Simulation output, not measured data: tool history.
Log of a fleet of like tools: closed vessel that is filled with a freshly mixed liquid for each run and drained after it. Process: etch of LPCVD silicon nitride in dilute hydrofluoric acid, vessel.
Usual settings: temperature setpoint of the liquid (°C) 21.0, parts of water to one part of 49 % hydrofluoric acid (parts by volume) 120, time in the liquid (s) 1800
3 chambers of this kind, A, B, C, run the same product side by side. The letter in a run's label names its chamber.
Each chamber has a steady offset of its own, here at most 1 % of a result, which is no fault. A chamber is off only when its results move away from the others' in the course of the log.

| run | hour | temperature setpoint of the liquid (°C) | parts of water to one part of 49 % hydrofluoric acid (parts by volume) | time in the liquid (s) | hours since the thermometer was replaced | hours since the hydrofluoric acid flow meter was replaced | read-back film thickness of the LPCVD silicon nitride reference wafer, read on the same gauge (nm) | thickness taken off the LPCVD silicon nitride on a monitor wafer (angstrom) |
|---|---|---|---|---|---|---|---|---|
| 1A | 3.7 | 21.0 | 120 | 1800 | 1169.4 | 380.3 | 30.003 | 61.636 |
| 2B | 10.4 | 21.0 | 120 | 1800 | 1752.8 | 158.4 | 30.002 | 61.732 |
| 3C | 15.6 | 21.0 | 120 | 1800 | 228.4 | 735.4 | 29.996 | 61.434 |
| 4A | 19.3 | 21.0 | 120 | 1800 | 1185.0 | 395.9 | 30.012 | 61.146 |
| 5B | 23.2 | 21.0 | 120 | 1800 | 1765.6 | 171.2 | 30.012 | 61.636 |
| 6C | 26.5 | 21.0 | 120 | 1800 | 239.3 | 746.3 | 29.984 | 61.647 |
| 7B | 32.7 | 17.5 | 120 | 2435 | 1775.1 | 180.7 | 29.997 | 65.610 |
| 8A | 39.8 | 17.5 | 120 | 2435 | 1205.5 | 416.4 | 29.979 | 65.652 |
| 9C | 44.0 | 17.5 | 120 | 2435 | 256.8 | 763.8 | 30.008 | 65.877 |
| 10B | 49.2 | 21.0 | 95 | 1140 | 1791.6 | 197.2 | 30.000 | 49.534 |
| 11C | 54.5 | 21.0 | 95 | 1140 | 267.3 | 774.3 | 30.000 | 48.735 |
| 12A | 58.3 | 21.0 | 95 | 1140 | 1224.0 | 434.9 | 29.995 | 48.713 |
| 13A | 63.8 | 21.0 | 120 | 1800 | 1229.5 | 440.4 | 29.991 | 60.642 |
| 14C | 68.8 | 21.0 | 120 | 1800 | 281.6 | 788.6 | 30.014 | 61.561 |
| 15B | 75.3 | 21.0 | 120 | 1800 | 1817.7 | 223.3 | 30.001 | 62.011 |
| 16B | 81.9 | 21.0 | 120 | 1800 | 1824.3 | 229.9 | 30.007 | 61.898 |
| 17A | 86.7 | 21.0 | 120 | 1295 | 1252.4 | 463.3 | 30.000 | 44.034 |
| 18C | 90.6 | 21.0 | 120 | 1295 | 303.4 | 810.4 | 30.000 | 44.166 |
| 19C | 97.0 | 21.0 | 120 | 1295 | 309.8 | 816.8 | 30.021 | 44.162 |
| 20B | 100.2 | 21.0 | 120 | 1800 | 1842.6 | 248.2 | 30.007 | 62.369 |
| 21A | 103.5 | 21.0 | 120 | 1800 | 1269.2 | 480.1 | 29.985 | 61.511 |
| 22B | 108.0 | 21.0 | 120 | 1800 | 1850.4 | 256.0 | 29.993 | 62.568 |
| 23C | 115.1 | 21.0 | 120 | 1800 | 327.9 | 834.9 | 29.999 | 61.345 |
| 24A | 120.6 | 23.5 | 120 | 1800 | 1286.3 | 497.2 | 30.008 | 72.100 |
| 25B | 124.3 | 23.5 | 120 | 1800 | 1866.7 | 272.3 | 29.992 | 74.633 |
| 26A | 130.8 | 23.5 | 120 | 1800 | 1296.5 | 507.4 | 30.015 | 72.357 |
| 27C | 135.4 | 21.0 | 120 | 1800 | 348.2 | 855.2 | 30.006 | 61.231 |
| 28C | 141.9 | 21.0 | 120 | 1800 | 354.7 | 861.7 | 30.022 | 61.499 |
| 29B | 147.2 | 21.0 | 90 | 1800 | 1889.6 | 295.2 | 29.995 | 83.722 |
| 30A | 151.0 | 21.0 | 90 | 1800 | 1316.7 | 527.6 | 30.010 | 81.386 |
| 31A | 157.1 | 21.0 | 90 | 1800 | 1322.8 | 533.7 | 29.985 | 80.831 |
| 32B | 163.5 | 21.0 | 120 | 1800 | 1905.9 | 311.5 | 30.005 | 63.253 |
| 33C | 167.6 | 21.0 | 120 | 1800 | 380.4 | 887.4 | 30.003 | 61.177 |
| 34A | 174.1 | 17.0 | 120 | 1800 | 1339.8 | 550.7 | 30.002 | 46.677 |
| 35B | 177.9 | 17.0 | 120 | 1800 | 1920.3 | 325.9 | 29.997 | 48.321 |

All 3 chambers run these settings next. Forecast each chamber's results:
| 36A | 183.0 | 21.0 | 120 | 1800 |  |  |  | ? |
| 36B | 183.0 | 21.0 | 120 | 1800 |  |  |  | ? |
| 36C | 183.0 | 21.0 | 120 | 1800 |  |  |  | ? |

| run | thickness taken off the LPCVD silicon nitride on a monitor wafer (angstrom) |
|---|---|
| 36A | 61.127 |
| 36B | 63.621 |
| 36C | 61.263 |
